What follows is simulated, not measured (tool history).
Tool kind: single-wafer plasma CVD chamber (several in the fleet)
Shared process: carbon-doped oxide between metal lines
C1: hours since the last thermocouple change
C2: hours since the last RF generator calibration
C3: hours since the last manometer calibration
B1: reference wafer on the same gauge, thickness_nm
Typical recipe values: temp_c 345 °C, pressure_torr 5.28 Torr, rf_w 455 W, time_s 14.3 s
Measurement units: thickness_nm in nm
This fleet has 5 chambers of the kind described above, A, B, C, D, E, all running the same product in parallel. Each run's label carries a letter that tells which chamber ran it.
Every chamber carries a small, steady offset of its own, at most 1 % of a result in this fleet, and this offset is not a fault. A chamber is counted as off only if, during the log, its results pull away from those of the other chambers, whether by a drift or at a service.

run 1E hour=10.4 | temp_c=345 pressure_torr=5.28 rf_w=455 time_s=14.3 | C1=1839.6 C2=450.3 C3=2179.0 | B1=85.191 | thickness_nm=70.638
run 2B hour=19.0 | temp_c=345 pressure_torr=5.28 rf_w=455 time_s=14.3 | C1=867.2 C2=245.3 C3=583.3 | B1=85.123 | thickness_nm=71.840
run 3D hour=28.4 | temp_c=345 pressure_torr=5.28 rf_w=455 time_s=14.3 | C1=779.7 C2=491.7 C3=1193.3 | B1=85.148 | thickness_nm=70.702
run 4A hour=35.0 | temp_c=345 pressure_torr=5.28 rf_w=455 time_s=14.3 | C1=122.6 C2=1791.4 C3=113.6 | B1=85.137 | thickness_nm=70.342
run 5C hour=40.7 | temp_c=331 pressure_torr=5.28 rf_w=455 time_s=13.2 | C1=1105.5 C2=1113.0 C3=2689.9 | B1=85.164 | thickness_nm=69.225
run 6D hour=47.8 | temp_c=331 pressure_torr=5.28 rf_w=455 time_s=13.2 | C1=799.1 C2=511.1 C3=1212.7 | B1=85.210 | thickness_nm=68.440
run 7A hour=54.4 | temp_c=331 pressure_torr=5.28 rf_w=455 time_s=13.2 | C1=142.0 C2=1810.8 C3=133.0 | B1=85.035 | thickness_nm=67.828
run 8C hour=60.3 | temp_c=331 pressure_torr=5.28 rf_w=455 time_s=13.2 | C1=1125.1 C2=1132.6 C3=2709.5 | B1=85.166 | thickness_nm=69.946
run 9B hour=66.0 | temp_c=331 pressure_torr=5.28 rf_w=455 time_s=13.2 | C1=914.2 C2=292.3 C3=630.3 | B1=85.182 | thickness_nm=69.534
run 10E hour=70.9 | temp_c=345 pressure_torr=5.28 rf_w=455 time_s=14.3 | C1=1900.1 C2=510.8 C3=2239.5 | B1=85.226 | thickness_nm=71.120
run 11C hour=78.5 | temp_c=345 pressure_torr=5.28 rf_w=455 time_s=14.3 | C1=1143.3 C2=1150.8 C3=2727.7 | B1=85.340 | thickness_nm=71.604
run 12A hour=85.1 | temp_c=356 pressure_torr=5.28 rf_w=425 time_s=14.3 | C1=172.7 C2=1841.5 C3=163.7 | B1=85.120 | thickness_nm=65.075
run 13E hour=92.3 | temp_c=356 pressure_torr=5.28 rf_w=425 time_s=14.3 | C1=1921.5 C2=532.2 C3=2260.9 | B1=85.149 | thickness_nm=66.237
run 14B hour=99.3 | temp_c=356 pressure_torr=5.28 rf_w=425 time_s=14.3 | C1=947.5 C2=325.6 C3=663.6 | B1=85.125 | thickness_nm=66.217
-- hour=107.8 chamber C: capacitance manometer re-zeroed and calibrated
run 15D hour=109.9 | temp_c=356 pressure_torr=5.28 rf_w=425 time_s=14.3 | C1=861.2 C2=573.2 C3=1274.8 | B1=85.160 | thickness_nm=64.588
run 16A hour=114.9 | temp_c=356 pressure_torr=5.28 rf_w=425 time_s=14.3 | C1=202.5 C2=1871.3 C3=193.5 | B1=85.166 | thickness_nm=65.011
run 17C hour=121.1 | temp_c=345 pressure_torr=5.28 rf_w=455 time_s=14.3 | C1=1185.9 C2=1193.4 C3=13.3 | B1=85.229 | thickness_nm=71.531
run 18B hour=128.8 | temp_c=345 pressure_torr=5.28 rf_w=455 time_s=14.3 | C1=977.0 C2=355.1 C3=693.1 | B1=85.216 | thickness_nm=71.883
run 19E hour=138.2 | temp_c=345 pressure_torr=5.28 rf_w=455 time_s=14.3 | C1=1967.4 C2=578.1 C3=2306.8 | B1=85.251 | thickness_nm=71.323
run 20D hour=146.6 | temp_c=345 pressure_torr=5.28 rf_w=455 time_s=14.3 | C1=897.9 C2=609.9 C3=1311.5 | B1=85.259 | thickness_nm=71.110
run 21E hour=153.3 | temp_c=345 pressure_torr=5.28 rf_w=455 time_s=14.3 | C1=1982.5 C2=593.2 C3=2321.9 | B1=85.196 | thickness_nm=71.081
run 22A hour=163.5 | temp_c=345 pressure_torr=5.28 rf_w=455 time_s=14.3 | C1=251.1 C2=1919.9 C3=242.1 | B1=85.135 | thickness_nm=69.823
run 23D hour=170.5 | temp_c=345 pressure_torr=5.28 rf_w=455 time_s=14.3 | C1=921.8 C2=633.8 C3=1335.4 | B1=85.150 | thickness_nm=70.898
run 24C hour=176.1 | temp_c=335 pressure_torr=5.28 rf_w=455 time_s=14.3 | C1=1240.9 C2=1248.4 C3=68.3 | B1=85.188 | thickness_nm=73.873
run 25B hour=184.1 | temp_c=335 pressure_torr=5.28 rf_w=455 time_s=14.3 | C1=1032.3 C2=410.4 C3=748.4 | B1=85.319 | thickness_nm=74.145
run 26D hour=195.0 | temp_c=335 pressure_torr=5.28 rf_w=455 time_s=14.3 | C1=946.3 C2=658.3 C3=1359.9 | B1=85.289 | thickness_nm=73.001
-- hour=202.1 chamber E: capacitance manometer re-zeroed and calibrated
run 27E hour=203.5 | temp_c=335 pressure_torr=5.28 rf_w=455 time_s=14.3 | C1=2032.7 C2=643.4 C3=1.4 | B1=85.149 | thickness_nm=73.830
run 28A hour=211.1 | temp_c=335 pressure_torr=5.28 rf_w=455 time_s=14.3 | C1=298.7 C2=1967.5 C3=289.7 | B1=85.242 | thickness_nm=73.607
run 29B hour=219.5 | temp_c=345 pressure_torr=5.28 rf_w=455 time_s=14.3 | C1=1067.7 C2=445.8 C3=783.8 | B1=85.189 | thickness_nm=71.776
run 30C hour=229.8 | temp_c=345 pressure_torr=5.28 rf_w=455 time_s=14.3 | C1=1294.6 C2=1302.1 C3=122.0 | B1=85.125 | thickness_nm=71.573
run 31E hour=239.4 | temp_c=345 pressure_torr=5.28 rf_w=455 time_s=14.3 | C1=2068.6 C2=679.3 C3=37.3 | B1=85.219 | thickness_nm=70.971
run 32A hour=245.2 | temp_c=345 pressure_torr=5.28 rf_w=455 time_s=14.3 | C1=332.8 C2=2001.6 C3=323.8 | B1=85.307 | thickness_nm=70.763
run 33C hour=250.5 | temp_c=345 pressure_torr=5.28 rf_w=455 time_s=14.3 | C1=1315.3 C2=1322.8 C3=142.7 | B1=85.300 | thickness_nm=71.147
run 34D hour=261.2 | temp_c=345 pressure_torr=5.28 rf_w=455 time_s=14.3 | C1=1012.5 C2=724.5 C3=1426.1 | B1=85.093 | thickness_nm=70.333
run 35B hour=271.0 | temp_c=345 pressure_torr=5.28 rf_w=455 time_s=14.3 | C1=1119.2 C2=497.3 C3=835.3 | B1=85.296 | thickness_nm=71.558
run 36E hour=278.0 | temp_c=345 pressure_torr=5.28 rf_w=455 time_s=14.3 | C1=2107.2 C2=717.9 C3=75.9 | B1=85.304 | thickness_nm=70.593
run 37B hour=288.8 | temp_c=357 pressure_torr=5.28 rf_w=520 time_s=14.3 | C1=1137.0 C2=515.1 C3=853.1 | B1=85.219 | thickness_nm=75.061
run 38A hour=297.0 | temp_c=357 pressure_torr=5.28 rf_w=520 time_s=14.3 | C1=384.6 C2=2053.4 C3=375.6 | B1=85.331 | thickness_nm=74.579
run 39D hour=308.0 | temp_c=357 pressure_torr=5.28 rf_w=520 time_s=14.3 | C1=1059.3 C2=771.3 C3=1472.9 | B1=85.173 | thickness_nm=74.587
run 40C hour=315.1 | temp_c=357 pressure_torr=5.28 rf_w=520 time_s=14.3 | C1=1379.9 C2=1387.4 C3=207.3 | B1=85.226 | thickness_nm=74.964
run 41A hour=320.1 | temp_c=357 pressure_torr=5.28 rf_w=520 time_s=14.3 | C1=407.7 C2=2076.5 C3=398.7 | B1=85.213 | thickness_nm=74.045
run 42C hour=326.5 | temp_c=345 pressure_torr=6.57 rf_w=455 time_s=16.1 | C1=1391.3 C2=1398.8 C3=218.7 | B1=85.359 | thickness_nm=81.352
run 43D hour=336.3 | temp_c=345 pressure_torr=6.57 rf_w=455 time_s=16.1 | C1=1087.6 C2=799.6 C3=1501.2 | B1=85.253 | thickness_nm=80.930

Does one chamber stand apart from the rest, does the shared gauge drift, or is all well apart from small per-chamber offsets? Give the chamber and the most likely cause, where there is one.

Nothing is wrong: each chamber keeps only its own small, steady offset and the gauge holds still.

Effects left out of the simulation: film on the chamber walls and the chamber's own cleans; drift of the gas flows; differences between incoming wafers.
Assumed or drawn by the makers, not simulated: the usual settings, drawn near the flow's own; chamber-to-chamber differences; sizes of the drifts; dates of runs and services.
